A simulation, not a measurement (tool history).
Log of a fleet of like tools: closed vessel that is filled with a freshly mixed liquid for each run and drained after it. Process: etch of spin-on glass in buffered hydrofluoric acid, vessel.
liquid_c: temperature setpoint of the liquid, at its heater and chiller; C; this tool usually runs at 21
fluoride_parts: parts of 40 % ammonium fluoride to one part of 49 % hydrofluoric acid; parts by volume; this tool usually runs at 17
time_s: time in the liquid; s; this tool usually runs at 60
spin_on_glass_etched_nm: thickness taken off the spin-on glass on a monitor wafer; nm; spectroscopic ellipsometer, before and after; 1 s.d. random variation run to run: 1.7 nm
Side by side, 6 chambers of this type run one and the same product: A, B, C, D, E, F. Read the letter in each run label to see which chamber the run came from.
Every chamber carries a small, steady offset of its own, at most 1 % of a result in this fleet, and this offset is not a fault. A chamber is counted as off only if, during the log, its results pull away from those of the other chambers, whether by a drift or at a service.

run,day,liquid_c,fluoride_parts,time_s,"read-back film thickness of the spin-on glass reference wafer, read on the same gauge (nm)",spin_on_glass_etched_nm
# day 0.121: chamber A: thermometer replaced
1B,0.308,21,17,60,69.992,179.88
2F,0.612,21,17,60,70.023,176.85
3A,0.854,21,17,60,70.018,175.67
4C,1.221,21,17,60,69.984,178.57
5D,1.554,17.5,11,60,70.023,226.64
6E,1.829,17.5,11,60,69.998,223.47
7D,2.25,17.5,11,60,69.998,224.99
8C,2.6,17.5,11,60,69.985,226.03
9A,2.904,17.5,11,60,69.995,222.01
10E,3.258,17.5,11,60,70.001,227.11
# day 3.633: chamber F: thermometer replaced
11B,3.667,21,17,60,70.004,180.57
12F,3.892,21,17,60,69.973,180.24
13C,4.192,21,17,60,69.99,181.72
14B,4.5,21,17,60,70.026,181.75
15D,4.867,21,17,60,69.994,178.53
16A,5.058,21,17,60,70.03,178.88
17E,5.358,21,17,60,69.986,176.8
18F,5.738,21,17,60,69.995,181.63
19B,5.983,21,17,60,70.027,178.93
20F,6.321,21,17,60,69.993,179.99
21C,6.75,21,17,60,69.992,181.61
22D,7.092,21,17,60,70.003,179.1
23A,7.483,21,17,60,70.01,177.24
24E,7.675,19,17,30,70.019,80.659
25C,7.912,19,17,30,69.993,81.201
26F,8.112,19,17,30,69.989,80.877
27D,8.392,19,17,30,70.017,80.224
28E,8.796,19,17,30,69.993,79.043
29B,9.183,19,17,30,70.032,81.189
30A,9.6,21,17,60,70.01,174.08
31B,9.792,21,17,60,70.012,178.18
32A,10.225,25.5,17,80,69.993,299.49
33F,10.642,25.5,17,80,69.98,303.73
34C,10.992,25.5,17,80,70.023,309.7
35D,11.325,25.5,17,80,70.012,306.36
# day 11.45: chamber E: hydrofluoric acid flow meter replaced
36E,11.583,25.5,17,80,70.008,309.21
37E,11.8,25.5,17,80,70.005,306
38D,12.042,19.5,17,90,69.981,245.21
39C,12.367,19.5,17,90,69.978,248.78
40F,12.596,19.5,17,90,69.989,244.1
41B,12.825,19.5,17,90,69.999,246.83
42A,13.083,19.5,17,90,69.994,250.9
43F,13.292,19.5,17,90,70.003,249.2
44B,13.579,21,17,60,69.98,180.23

Is one chamber out of step, is the gauge drifting, or do the chambers differ by no more than their own small offsets? For an off chamber, give its letter and the likeliest cause.

Nothing is wrong: each chamber keeps only its own small, steady offset and the gauge holds still.
